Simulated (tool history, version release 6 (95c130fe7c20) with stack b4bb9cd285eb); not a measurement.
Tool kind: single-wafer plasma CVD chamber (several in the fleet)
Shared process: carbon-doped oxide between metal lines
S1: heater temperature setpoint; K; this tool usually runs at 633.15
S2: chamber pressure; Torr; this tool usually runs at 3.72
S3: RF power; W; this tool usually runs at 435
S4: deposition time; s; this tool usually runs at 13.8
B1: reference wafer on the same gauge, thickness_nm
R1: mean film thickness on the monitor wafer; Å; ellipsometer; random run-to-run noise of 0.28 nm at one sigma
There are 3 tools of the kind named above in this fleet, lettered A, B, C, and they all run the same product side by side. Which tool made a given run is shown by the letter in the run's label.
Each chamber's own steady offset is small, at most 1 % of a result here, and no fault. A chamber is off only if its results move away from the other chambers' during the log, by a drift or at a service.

Run 1C, hour 4.7: usual settings; B1 50.313. Result: R1 607.31 Å.
Run 2A, hour 8.7: usual settings; B1 50.261. Result: R1 608.46 Å.
Run 3B, hour 13.1: usual settings; B1 50.293. Result: R1 606.75 Å.
Run 4B, hour 16.7: usual settings; B1 50.331. Result: R1 605.89 Å.
Run 5C, hour 19.4: usual settings; B1 50.246. Result: R1 606.59 Å.
Run 6A, hour 23.0: usual settings; B1 50.379. Result: R1 611.86 Å.
Run 7C, hour 25.5: usual settings; B1 50.264. Result: R1 609.64 Å.
Run 8B, hour 29.8: usual settings; B1 50.293. Result: R1 603.08 Å.
Run 9A, hour 33.3: usual settings but S2 3.41 Torr; B1 50.310. Result: R1 605.82 Å.
Run 10B, hour 38.2: usual settings but S2 3.41 Torr; B1 50.288. Result: R1 600.13 Å.
Run 11C, hour 42.2: usual settings but S2 3.41 Torr; B1 50.295. Result: R1 605.09 Å.
Run 12A, hour 44.7: usual settings; B1 50.253. Result: R1 604.04 Å.
Run 13B, hour 47.3: usual settings; B1 50.319. Result: R1 604.32 Å.
Run 14A, hour 49.9: usual settings; B1 50.273. Result: R1 603.97 Å.
Run 15C, hour 52.5: usual settings; B1 50.315. Result: R1 599.42 Å.
Run 16C, hour 56.4: usual settings; B1 50.363. Result: R1 607.27 Å.
Run 17B, hour 60.8: usual settings; B1 50.342. Result: R1 608.68 Å.
Run 18A, hour 63.4: usual settings; B1 50.303. Result: R1 607.70 Å.
At hour 65.7: chamber A: capacitance manometer re-zeroed and calibrated.
Run 19C, hour 65.8: usual settings; B1 50.271. Result: R1 606.94 Å.
Run 20A, hour 68.3: usual settings; B1 50.253. Result: R1 607.87 Å.
Run 21B, hour 71.1: usual settings; B1 50.342. Result: R1 605.29 Å.
Run 22C, hour 73.7: usual settings but S1 624.15 K, S2 4.44 Torr; B1 50.342. Result: R1 634.05 Å.
Run 23A, hour 77.0: usual settings but S1 624.15 K, S2 4.44 Torr; B1 50.241. Result: R1 638.76 Å.
Run 24B, hour 79.3: usual settings but S1 624.15 K, S2 4.44 Torr; B1 50.291. Result: R1 634.21 Å.
Run 25A, hour 84.1: usual settings; B1 50.301. Result: R1 604.32 Å.
Run 26B, hour 89.1: usual settings; B1 50.262. Result: R1 601.76 Å.
Run 27C, hour 93.4: usual settings; B1 50.324. Result: R1 602.68 Å.
Run 28C, hour 97.3: usual settings; B1 50.319. Result: R1 610.66 Å.
Run 29A, hour 100.9: usual settings; B1 50.308. Result: R1 609.81 Å.
Run 30B, hour 103.8: usual settings; B1 50.305. Result: R1 601.60 Å.
Run 31B, hour 107.5: usual settings; B1 50.318. Result: R1 603.77 Å.
Run 32A, hour 111.3: usual settings; B1 50.273. Result: R1 612.90 Å.
Run 33C, hour 113.7: usual settings; B1 50.244. Result: R1 604.86 Å.

Which is it: a chamber that has drifted or been left off by a service, a gauge drift common to all chambers, or only each chamber's usual small offset? If a chamber is off, name it and its likeliest cause.

The fleet is healthy, with each chamber sitting at its usual small offset and no drift in the gauge.

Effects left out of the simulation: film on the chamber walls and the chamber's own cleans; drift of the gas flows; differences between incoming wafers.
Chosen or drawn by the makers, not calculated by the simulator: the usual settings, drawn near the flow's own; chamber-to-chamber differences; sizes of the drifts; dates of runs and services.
